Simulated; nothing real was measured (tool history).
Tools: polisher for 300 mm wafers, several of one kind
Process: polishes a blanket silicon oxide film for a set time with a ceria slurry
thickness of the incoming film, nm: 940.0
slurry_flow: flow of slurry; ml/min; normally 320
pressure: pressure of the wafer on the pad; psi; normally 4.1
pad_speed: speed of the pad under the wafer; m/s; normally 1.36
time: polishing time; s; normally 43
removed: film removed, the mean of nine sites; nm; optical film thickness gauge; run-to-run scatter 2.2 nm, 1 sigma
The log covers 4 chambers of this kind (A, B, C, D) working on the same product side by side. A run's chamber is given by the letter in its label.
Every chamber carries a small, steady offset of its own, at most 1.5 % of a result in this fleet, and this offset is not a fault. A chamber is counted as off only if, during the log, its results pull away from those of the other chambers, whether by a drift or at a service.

run,hour,slurry_flow,pressure,pad_speed,time,removed
1C,3.3,320,4.1,1.36,43,330.1
2A,5.4,320,4.1,1.36,43,334.11
3B,8.1,320,4.1,1.36,43,326.18
4D,10.9,320,4.1,1.36,43,329.73
5C,13.7,320,4.1,1.36,43,330.66
6A,16.9,320,4.1,1.36,43,336.04
7B,19.9,320,4.1,1.36,43,328.27
8D,23.7,320,2.9,1.36,43,233.2
# hour 24.5: chamber B: worn pad replaced by a new one
9D,25.9,320,2.9,1.36,43,233.25
10A,28.8,320,2.9,1.36,43,238.11
11B,32.7,320,2.9,1.36,43,228.77
12C,36.6,320,4.1,1.36,43,329.35
13A,39,235,4.1,1.36,43,324.16
14C,43.4,235,4.1,1.36,43,321.78
# hour 43.6: chamber C: worn pad replaced by a new one
15D,47.4,235,4.1,1.36,43,322.57
16B,49.7,235,4.1,1.36,43,317.31
17C,54,320,4.1,1.36,43,328.39
18A,56.2,265,3.5,1.36,43,279.88
# hour 59.4: chamber A: head pressure recalibrated
19D,59.7,265,3.5,1.36,43,274.65
# hour 60.7: chamber D: worn pad replaced by a new one
# hour 61.3: chamber A: slurry nozzle cleaned
20B,62.1,265,3.5,1.36,43,272.66
21A,66.1,265,3.5,1.36,43,297.02
22B,70,320,2.9,1.82,43,306.99
23C,73.4,320,2.9,1.82,43,309.58
24D,75.5,320,2.9,1.82,43,309.63
25C,79.3,320,2.9,1.82,43,313.54
# hour 82.4: chamber B: head pressure recalibrated
26B,82.7,320,4.1,1.36,43,326.81
27D,85.4,320,4.1,1,35,198.78
28A,89.6,320,4.1,1,35,211.43
29C,92.1,320,4.1,1,35,201.13
30D,95,320,4.1,1,35,197.8
31A,97.3,320,4.1,1.36,43,355.31
# hour 101.1: chamber D: slurry nozzle cleaned
32B,101.7,320,4.1,1.36,43,324.11
33A,105.1,320,4.1,1.36,43,350.84
34B,107.7,320,4.1,1.36,43,325.57
# hour 109.5: chamber A: worn pad replaced by a new one
35D,110.3,320,4.1,1.36,43,332.43
36C,113.7,320,4.1,1.36,43,331.45
37D,115.9,320,4.1,1.36,43,332.03
38C,119.2,320,4.1,1.36,43,334.62
39B,121.4,320,4.1,1.36,43,330.66
40A,124.6,320,4.1,1.36,43,353.18
41C,129.1,320,4.1,1.36,43,330.71

For the next run the whole fleet of 4 chambers uses the same settings. Give each chamber's results:
42A,132.3,320,5,1.36,43,?
42B,132.3,320,5,1.36,43,?
42C,132.3,320,5,1.36,43,?
42D,132.3,320,5,1.36,43,?

run,removed
42A,431.6
42B,403.95
42C,407.37
42D,406.73
